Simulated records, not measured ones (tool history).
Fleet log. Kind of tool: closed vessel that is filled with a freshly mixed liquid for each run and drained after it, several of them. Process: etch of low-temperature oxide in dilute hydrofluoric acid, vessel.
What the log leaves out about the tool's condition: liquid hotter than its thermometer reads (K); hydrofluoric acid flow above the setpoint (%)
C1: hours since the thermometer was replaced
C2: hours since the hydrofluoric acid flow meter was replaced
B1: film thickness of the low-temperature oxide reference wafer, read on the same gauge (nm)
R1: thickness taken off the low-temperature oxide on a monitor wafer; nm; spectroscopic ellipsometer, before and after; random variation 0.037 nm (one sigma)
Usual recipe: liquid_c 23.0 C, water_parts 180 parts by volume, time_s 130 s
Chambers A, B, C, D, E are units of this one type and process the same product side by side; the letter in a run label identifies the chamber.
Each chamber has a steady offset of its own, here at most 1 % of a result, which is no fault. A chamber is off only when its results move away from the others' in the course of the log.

Run 1B, hour 5.2: usual settings; C1 246.8; C2 317.3; B1 110.01. Result: R1 9.1788 nm.
Run 2E, hour 10.5: usual settings; C1 525.3; C2 2141.6; B1 110.02. Result: R1 9.1475 nm.
Run 3D, hour 17.7: usual settings; C1 254.2; C2 1321.4; B1 110.01. Result: R1 9.0204 nm.
Run 4A, hour 24.1: usual settings; C1 1507.1; C2 538.9; B1 110.02. Result: R1 9.0955 nm.
Run 5C, hour 35.1: usual settings but liquid_c 26.0 C; C1 1398.6; C2 935.2; B1 110.00. Result: R1 10.2210 nm.
Run 6B, hour 40.4: usual settings but liquid_c 26.0 C; C1 282.0; C2 352.5; B1 110.00. Result: R1 10.1800 nm.
Run 7C, hour 47.3: usual settings but liquid_c 26.0 C; C1 1410.8; C2 947.4; B1 110.00. Result: R1 10.2340 nm.
Run 8A, hour 57.4: usual settings but liquid_c 26.0 C; C1 1540.4; C2 572.2; B1 109.98. Result: R1 10.1730 nm.
Run 9D, hour 68.7: usual settings but liquid_c 26.0 C; C1 305.2; C2 1372.4; B1 110.02. Result: R1 10.1150 nm.
Run 10E, hour 78.6: usual settings; C1 593.4; C2 2209.7; B1 110.01. Result: R1 9.1140 nm.
Run 11C, hour 89.3: usual settings; C1 1452.8; C2 989.4; B1 110.02. Result: R1 9.1340 nm.
Run 12A, hour 95.2: usual settings; C1 1578.2; C2 610.0; B1 110.00. Result: R1 9.1053 nm.
Run 13B, hour 103.2: usual settings; C1 344.8; C2 415.3; B1 110.00. Result: R1 9.1769 nm.
Run 14D, hour 109.6: usual settings; C1 346.1; C2 1413.3; B1 109.98. Result: R1 9.0273 nm.
At hour 115.3: chamber B: hydrofluoric acid flow meter replaced.
Run 15E, hour 115.4: usual settings; C1 630.2; C2 2246.5; B1 109.99. Result: R1 9.1842 nm.
Run 16E, hour 126.8: usual settings; C1 641.6; C2 2257.9; B1 110.01. Result: R1 9.1119 nm.
At hour 132.3: chamber D: hydrofluoric acid flow meter replaced.
Run 17A, hour 134.8: usual settings but time_s 175 s; C1 1617.8; C2 649.6; B1 109.99. Result: R1 12.1740 nm.
Run 18C, hour 141.1: usual settings but time_s 175 s; C1 1504.6; C2 1041.2; B1 109.99. Result: R1 12.2850 nm.
Run 19B, hour 152.2: usual settings but time_s 175 s; C1 393.8; C2 37.0; B1 109.97. Result: R1 12.1990 nm.
Run 20D, hour 159.6: usual settings but time_s 175 s; C1 396.1; C2 27.4; B1 110.00. Result: R1 12.0800 nm.
Run 21D, hour 170.1: usual settings but time_s 175 s; C1 406.6; C2 37.9; B1 110.00. Result: R1 12.2140 nm.
Run 22E, hour 178.2: usual settings but liquid_c 20.0 C; C1 693.0; C2 2309.3; B1 110.00. Result: R1 8.1874 nm.
Run 23A, hour 186.5: usual settings but liquid_c 20.0 C; C1 1669.5; C2 701.3; B1 109.99. Result: R1 8.0684 nm.
Run 24B, hour 197.8: usual settings but liquid_c 20.0 C; C1 439.4; C2 82.6; B1 110.00. Result: R1 8.1108 nm.
At hour 202.0: chamber E: thermometer replaced.
Run 25C, hour 208.7: usual settings but liquid_c 20.0 C; C1 1572.2; C2 1108.8; B1 110.01. Result: R1 8.1462 nm.
Run 26C, hour 218.2: usual settings but liquid_c 20.0 C; C1 1581.7; C2 1118.3; B1 110.00. Result: R1 8.1272 nm.
Run 27A, hour 226.8: usual settings; C1 1709.8; C2 741.6; B1 109.99. Result: R1 9.0723 nm.
Run 28E, hour 234.4: usual settings but liquid_c 20.5 C, water_parts 115 parts by volume; C1 32.4; C2 2365.5; B1 109.98. Result: R1 13.9410 nm.
Run 29D, hour 240.8: usual settings but liquid_c 20.5 C, water_parts 115 parts by volume; C1 477.3; C2 108.6; B1 109.99. Result: R1 13.6820 nm.
Run 30B, hour 250.6: usual settings but liquid_c 20.5 C, water_parts 115 parts by volume; C1 492.2; C2 135.4; B1 110.01. Result: R1 13.9740 nm.
Run 31D, hour 262.0: usual settings but liquid_c 20.5 C, water_parts 115 parts by volume; C1 498.5; C2 129.8; B1 109.99. Result: R1 13.7350 nm.
Run 32B, hour 271.0: usual settings but liquid_c 20.5 C, water_parts 115 parts by volume; C1 512.6; C2 155.8; B1 110.01. Result: R1 13.9970 nm.
Run 33C, hour 276.7: usual settings; C1 1640.2; C2 1176.8; B1 109.99. Result: R1 9.1340 nm.
Run 34A, hour 282.4: usual settings; C1 1765.4; C2 797.2; B1 110.01. Result: R1 9.0929 nm.
Run 35E, hour 290.3: usual settings; C1 88.3; C2 2421.4; B1 110.00. Result: R1 9.1085 nm.
Run 36B, hour 301.5: usual settings but liquid_c 27.5 C; C1 543.1; C2 186.3; B1 110.02. Result: R1 10.8740 nm.
Run 37C, hour 311.5: usual settings but liquid_c 27.5 C; C1 1675.0; C2 1211.6; B1 109.99. Result: R1 10.7590 nm.
Run 38A, hour 321.9: usual settings but liquid_c 27.5 C; C1 1804.9; C2 836.7; B1 110.02. Result: R1 10.7410 nm.
Run 39E, hour 331.3: usual settings but liquid_c 27.5 C; C1 129.3; C2 2462.4; B1 110.01. Result: R1 10.7410 nm.
Run 40D, hour 336.9: usual settings but liquid_c 27.5 C; C1 573.4; C2 204.7; B1 110.01. Result: R1 10.7460 nm.
Run 41D, hour 342.8: usual settings; C1 579.3; C2 210.6; B1 110.02. Result: R1 9.1198 nm.

The same settings go to every chamber for the next run, one line per chamber below. Forecast the results for each:
Run 42A, hour 351.0: usual settings. Result: R1 ?.
Run 42B, hour 351.0: usual settings. Result: R1 ?.
Run 42C, hour 351.0: usual settings. Result: R1 ?.
Run 42D, hour 351.0: usual settings. Result: R1 ?.
Run 42E, hour 351.0: usual settings. Result: R1 ?.

run      R1
42A  9.1190
42B  9.2232
42C  9.1040
42D  9.0224
42E  9.1210

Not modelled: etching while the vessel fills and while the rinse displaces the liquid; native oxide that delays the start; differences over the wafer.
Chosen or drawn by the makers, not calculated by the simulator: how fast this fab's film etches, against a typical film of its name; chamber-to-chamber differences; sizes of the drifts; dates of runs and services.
